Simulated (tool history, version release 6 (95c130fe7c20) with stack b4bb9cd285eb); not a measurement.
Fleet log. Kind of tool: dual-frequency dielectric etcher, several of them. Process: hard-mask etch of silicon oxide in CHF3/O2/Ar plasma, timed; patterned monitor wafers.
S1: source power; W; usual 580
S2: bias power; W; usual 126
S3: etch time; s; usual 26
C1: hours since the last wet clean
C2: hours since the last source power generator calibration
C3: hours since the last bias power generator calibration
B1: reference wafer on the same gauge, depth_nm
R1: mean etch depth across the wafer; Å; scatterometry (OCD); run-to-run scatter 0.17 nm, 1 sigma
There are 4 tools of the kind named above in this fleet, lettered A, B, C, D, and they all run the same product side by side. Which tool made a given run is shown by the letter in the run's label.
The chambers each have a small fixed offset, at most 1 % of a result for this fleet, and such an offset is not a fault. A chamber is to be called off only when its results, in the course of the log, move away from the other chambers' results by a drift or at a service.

| run | hour | S1 | S2 | S3 | C1 | C2 | C3 | B1 | R1 |
|---|---|---|---|---|---|---|---|---|---|
| 1D | 5.4 | 580 | 126 | 26 | 185.5 | 215.3 | 894.8 | 44.406 | 452.46 |
| 2C | 14.7 | 580 | 126 | 26 | 267.5 | 1600 | 2987.5 | 44.393 | 446.76 |
|  | 23.1 | chamber C: bias power generator calibrated |
| 3B | 25.1 | 580 | 126 | 26 | 50.8 | 830.6 | 1772.7 | 44.424 | 453.01 |
| 4A | 32.3 | 580 | 126 | 26 | 265.8 | 680.1 | 1042.4 | 44.425 | 448.97 |
| 5D | 39.9 | 580 | 110 | 29.5 | 220 | 249.8 | 929.3 | 44.4 | 494.7 |
| 6B | 46 | 580 | 110 | 29.5 | 71.7 | 851.5 | 1793.6 | 44.433 | 493.54 |
| 7C | 51.1 | 580 | 110 | 29.5 | 303.9 | 1636.4 | 28 | 44.396 | 489.07 |
| 8A | 59 | 580 | 110 | 29.5 | 292.5 | 706.8 | 1069.1 | 44.413 | 492.17 |
| 9A | 67.5 | 580 | 126 | 26 | 301 | 715.3 | 1077.6 | 44.393 | 450.27 |
| 10B | 77.6 | 580 | 126 | 26 | 103.3 | 883.1 | 1825.2 | 44.367 | 451.16 |
| 11D | 83.3 | 580 | 126 | 26 | 263.4 | 293.2 | 972.7 | 44.392 | 455.52 |
| 12C | 93.6 | 580 | 126 | 26 | 346.4 | 1678.9 | 70.5 | 44.371 | 449.03 |
| 13C | 104.6 | 510 | 126 | 26 | 357.4 | 1689.9 | 81.5 | 44.406 | 426.4 |
| 14A | 114.2 | 510 | 126 | 26 | 347.7 | 762 | 1124.3 | 44.403 | 431.12 |
| 15B | 124.1 | 510 | 126 | 26 | 149.8 | 929.6 | 1871.7 | 44.366 | 430.46 |
| 16D | 134.9 | 510 | 126 | 26 | 315 | 344.8 | 1024.3 | 44.389 | 437.37 |
| 17C | 141.5 | 580 | 126 | 29.5 | 394.3 | 1726.8 | 118.4 | 44.403 | 511.44 |
| 18D | 150.5 | 580 | 126 | 29.5 | 330.6 | 360.4 | 1039.9 | 44.412 | 526.65 |
| 19B | 157.1 | 580 | 126 | 29.5 | 182.8 | 962.6 | 1904.7 | 44.436 | 514.55 |
| 20A | 167 | 580 | 126 | 29.5 | 400.5 | 814.8 | 1177.1 | 44.428 | 512.24 |
| 21C | 176.1 | 710 | 126 | 33 | 428.9 | 1761.4 | 153 | 44.391 | 614.28 |
| 22A | 185.3 | 710 | 126 | 33 | 418.8 | 833.1 | 1195.4 | 44.41 | 619.19 |
| 23D | 193.1 | 710 | 126 | 33 | 373.2 | 403 | 1082.5 | 44.414 | 640.86 |
| 24B | 201.2 | 710 | 126 | 33 | 226.9 | 1006.7 | 1948.8 | 44.415 | 625.05 |
| 25A | 207.3 | 580 | 126 | 26 | 440.8 | 855.1 | 1217.4 | 44.452 | 453.26 |
| 26C | 217.7 | 580 | 126 | 26 | 470.5 | 1803 | 194.6 | 44.382 | 451.46 |
| 27B | 225.5 | 580 | 126 | 23.5 | 251.2 | 1031 | 1973.1 | 44.401 | 408.02 |
| 28D | 230.9 | 580 | 126 | 23.5 | 411 | 440.8 | 1120.3 | 44.416 | 423.1 |
| 29A | 238.3 | 580 | 126 | 23.5 | 471.8 | 886.1 | 1248.4 | 44.391 | 404.32 |

The same settings go to every chamber for the next run, one line per chamber below. Forecast the results for each:
| 30A | 246.2 | 580 | 126 | 26 |  |  |  |  | ? |
| 30B | 246.2 | 580 | 126 | 26 |  |  |  |  | ? |
| 30C | 246.2 | 580 | 126 | 26 |  |  |  |  | ? |
| 30D | 246.2 | 580 | 126 | 26 |  |  |  |  | ? |

| run | R1 |
|---|---|
| 30A | 448.58 |
| 30B | 456.43 |
| 30C | 449.89 |
| 30D | 469.11 |
